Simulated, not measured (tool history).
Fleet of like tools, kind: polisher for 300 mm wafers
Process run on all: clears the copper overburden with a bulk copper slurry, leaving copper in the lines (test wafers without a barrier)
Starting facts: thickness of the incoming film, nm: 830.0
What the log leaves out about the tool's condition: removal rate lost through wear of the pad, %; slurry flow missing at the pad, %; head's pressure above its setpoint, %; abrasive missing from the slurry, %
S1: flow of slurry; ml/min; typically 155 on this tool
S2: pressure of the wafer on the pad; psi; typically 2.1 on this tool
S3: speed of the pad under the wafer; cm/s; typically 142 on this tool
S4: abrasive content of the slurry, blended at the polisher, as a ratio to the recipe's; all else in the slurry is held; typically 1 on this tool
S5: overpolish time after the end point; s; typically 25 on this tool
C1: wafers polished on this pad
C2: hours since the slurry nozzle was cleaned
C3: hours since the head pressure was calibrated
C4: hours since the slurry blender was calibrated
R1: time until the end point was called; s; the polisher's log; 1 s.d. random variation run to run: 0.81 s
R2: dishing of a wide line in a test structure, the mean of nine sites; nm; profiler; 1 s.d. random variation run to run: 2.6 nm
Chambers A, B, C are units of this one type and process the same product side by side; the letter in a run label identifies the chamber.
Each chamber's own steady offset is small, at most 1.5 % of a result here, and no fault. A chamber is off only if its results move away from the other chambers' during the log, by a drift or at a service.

Run 1A, hour 5.4: usual settings; C1 534; C2 34.8; C3 269.2; C4 53.1. Result: R1 79.343 s, R2 102.46 nm.
Run 2B, hour 9.4: usual settings; C1 927; C2 161; C3 766.6; C4 341.4. Result: R1 78.134 s, R2 107.07 nm.
Run 3C, hour 13.3: usual settings; C1 114; C2 114.1; C3 965.8; C4 155.6. Result: R1 77.258 s, R2 103.91 nm.
Run 4B, hour 16.2: usual settings; C1 979; C2 167.8; C3 773.4; C4 348.2. Result: R1 78.917 s, R2 99.682 nm.
Run 5A, hour 21.4: usual settings; C1 656; C2 50.8; C3 285.2; C4 69.1. Result: R1 79.235 s, R2 101 nm.
Run 6C, hour 25.6: usual settings; C1 208; C2 126.4; C3 978.1; C4 167.9. Result: R1 79.122 s, R2 102.8 nm.
Run 7B, hour 29.3: usual settings but S3 120 cm/s; C1 1079; C2 180.9; C3 786.5; C4 361.3. Result: R1 93.139 s, R2 95.125 nm.
Run 8A, hour 32.9: usual settings but S3 120 cm/s; C1 744; C2 62.3; C3 296.7; C4 80.6. Result: R1 94.767 s, R2 99.789 nm.
Run 9C, hour 37.8: usual settings but S3 120 cm/s; C1 301; C2 138.6; C3 990.3; C4 180.1. Result: R1 92.571 s, R2 94.282 nm.
Run 10C, hour 43: usual settings; C1 341; C2 143.8; C3 995.5; C4 185.3. Result: R1 79.652 s, R2 103.88 nm.
At hour 43.8: chamber B: slurry blender recalibrated.
Run 11B, hour 46.4: usual settings; C1 1210; C2 198; C3 803.6; C4 2.6. Result: R1 78.689 s, R2 103.87 nm.
Run 12A, hour 48.8: usual settings but S2 2.6 psi, S3 190 cm/s; C1 865; C2 78.2; C3 312.6; C4 96.5. Result: R1 48.617 s, R2 128.31 nm.
Run 13B, hour 52.1: usual settings but S2 2.6 psi, S3 190 cm/s; C1 1253; C2 203.7; C3 809.3; C4 8.3. Result: R1 47.064 s, R2 126.97 nm.
At hour 55.5: chamber A: worn pad replaced by a new one.
Run 14C, hour 57.4: usual settings but S2 2.6 psi, S3 190 cm/s; C1 451; C2 158.2; C3 1009.9; C4 199.7. Result: R1 47.127 s, R2 129.26 nm.
Run 15A, hour 60: usual settings; C1 34; C2 89.4; C3 323.8; C4 107.7. Result: R1 81.006 s, R2 102.55 nm.
At hour 61.5: chamber C: slurry blender recalibrated.
Run 16B, hour 65: usual settings; C1 1352; C2 216.6; C3 822.2; C4 21.2. Result: R1 80.095 s, R2 103.24 nm.
Run 17A, hour 70.2: usual settings; C1 112; C2 99.6; C3 334; C4 117.9. Result: R1 78.919 s, R2 99.086 nm.
Run 18C, hour 72.8: usual settings; C1 568; C2 173.6; C3 1025.3; C4 11.3. Result: R1 78.557 s, R2 100.96 nm.
Run 19C, hour 75.5: usual settings; C1 589; C2 176.3; C3 1028; C4 14. Result: R1 79.579 s, R2 101.9 nm.
Run 20B, hour 80.9: usual settings; C1 1473; C2 232.5; C3 838.1; C4 37.1. Result: R1 80.459 s, R2 107.74 nm.
Run 21A, hour 84.5: usual settings; C1 222; C2 113.9; C3 348.3; C4 132.2. Result: R1 82.267 s, R2 103.85 nm.
Run 22B, hour 87.9: usual settings but S1 130 ml/min, S2 1.5 psi; C1 1527; C2 239.5; C3 845.1; C4 44.1. Result: R1 119.15 s, R2 81.488 nm.
Run 23A, hour 92.2: usual settings but S1 130 ml/min, S2 1.5 psi; C1 280; C2 121.6; C3 356; C4 139.9. Result: R1 117.73 s, R2 79.929 nm.
At hour 93.8: chamber C: worn pad replaced by a new one.
Run 24C, hour 95.9: usual settings but S1 130 ml/min, S2 1.5 psi; C1 16; C2 196.7; C3 1048.4; C4 34.4. Result: R1 112.64 s, R2 79.479 nm.
Run 25C, hour 101.1: usual settings but S4 1.25; C1 56; C2 201.9; C3 1053.6; C4 39.6. Result: R1 75.749 s, R2 107.54 nm.
Run 26A, hour 105.2: usual settings but S4 1.25; C1 380; C2 134.6; C3 369; C4 152.9. Result: R1 75.307 s, R2 106.8 nm.
Run 27B, hour 109.6: usual settings but S4 1.25; C1 1692; C2 261.2; C3 866.8; C4 65.8. Result: R1 79.994 s, R2 107.32 nm.
At hour 110.6: chamber C: slurry nozzle cleaned.
Run 28A, hour 112.7: usual settings; C1 437; C2 142.1; C3 376.5; C4 160.4. Result: R1 79.427 s, R2 101.39 nm.
Run 29C, hour 115.4: usual settings; C1 165; C2 4.8; C3 1067.9; C4 53.9. Result: R1 78.24 s, R2 110.68 nm.
At hour 118.6: chamber A: slurry blender recalibrated.
Run 30B, hour 120.1: usual settings; C1 1773; C2 271.7; C3 877.3; C4 76.3. Result: R1 84.734 s, R2 101.62 nm.
Run 31A, hour 122.6: usual settings; C1 513; C2 152; C3 386.4; C4 4. Result: R1 79.494 s, R2 105.6 nm.
Run 32C, hour 125.3: usual settings; C1 240; C2 14.7; C3 1077.8; C4 63.8. Result: R1 77.849 s, R2 105.85 nm.
Run 33B, hour 130.7: usual settings; C1 1854; C2 282.3; C3 887.9; C4 86.9. Result: R1 84.732 s, R2 100.5 nm.
Run 34B, hour 135.6: usual settings but S1 180 ml/min; C1 1891; C2 287.2; C3 892.8; C4 91.8. Result: R1 85.319 s, R2 102.82 nm.
Run 35A, hour 138.7: usual settings but S1 180 ml/min; C1 636; C2 168.1; C3 402.5; C4 20.1. Result: R1 77.079 s, R2 106.62 nm.
Run 36C, hour 143: usual settings but S1 180 ml/min; C1 376; C2 32.4; C3 1095.5; C4 81.5. Result: R1 76.129 s, R2 103.8 nm.
Run 37A, hour 148: usual settings; C1 707; C2 177.4; C3 411.8; C4 29.4. Result: R1 80.463 s, R2 106.29 nm.
Run 38B, hour 150.6: usual settings; C1 2006; C2 302.2; C3 907.8; C4 106.8. Result: R1 86.212 s, R2 96.681 nm.
Run 39C, hour 153.5: usual settings; C1 456; C2 42.9; C3 1106; C4 92. Result: R1 78.166 s, R2 103.21 nm.
Run 40B, hour 158.7: usual settings; C1 2067; C2 310.3; C3 915.9; C4 114.9. Result: R1 87.253 s, R2 97.266 nm.

Decide between three cases: one chamber stands off from its peers, the gauge reading all wafers drifts, or nothing is wrong past each chamber's small offset. Where a chamber is off, say which and what most likely put it there.

Little by little, chamber B moves away from the other chambers.
What lies behind it: removal rate lost through wear of the pad, % = 10.8.
With only this log, it may be confused with: slurry flow missing at the pad, %; head's pressure below its setpoint, %.

Which of the 4 candidates below, each the usual settings with something changed and its results left as question marks, puts chamber B back in line with what the other chambers give on the usual settings?
A result is in line if it is within this distance of the other chambers' mean on the usual settings: R1 2.9 s; R2 9 nm
Run 41B-1, hour 162.6: usual settings but S2 2 psi, S3 134 cm/s, S5 26 s. Result: R1 ?, R2 ?.
Run 41B-2, hour 162.6: usual settings but S3 146 cm/s. Result: R1 ?, R2 ?.
Run 41B-3, hour 162.6: usual settings but S3 138 cm/s, S5 26 s. Result: R1 ?, R2 ?.
Run 41B-4, hour 162.6: usual settings but S2 2.2 psi, S3 150 cm/s, S5 24 s. Result: R1 ?, R2 ?.

The other chambers' mean on the usual settings: R1 79.142 s; R2 103.83 nm
  run      R1      R2
41B-1  97.869  97.167
41B-2  85.621  102.31
41B-3  90.558  101.57
41B-4   79.59  104.69
Change 41B-4 lands the chamber within the allowed miss of the other chambers.

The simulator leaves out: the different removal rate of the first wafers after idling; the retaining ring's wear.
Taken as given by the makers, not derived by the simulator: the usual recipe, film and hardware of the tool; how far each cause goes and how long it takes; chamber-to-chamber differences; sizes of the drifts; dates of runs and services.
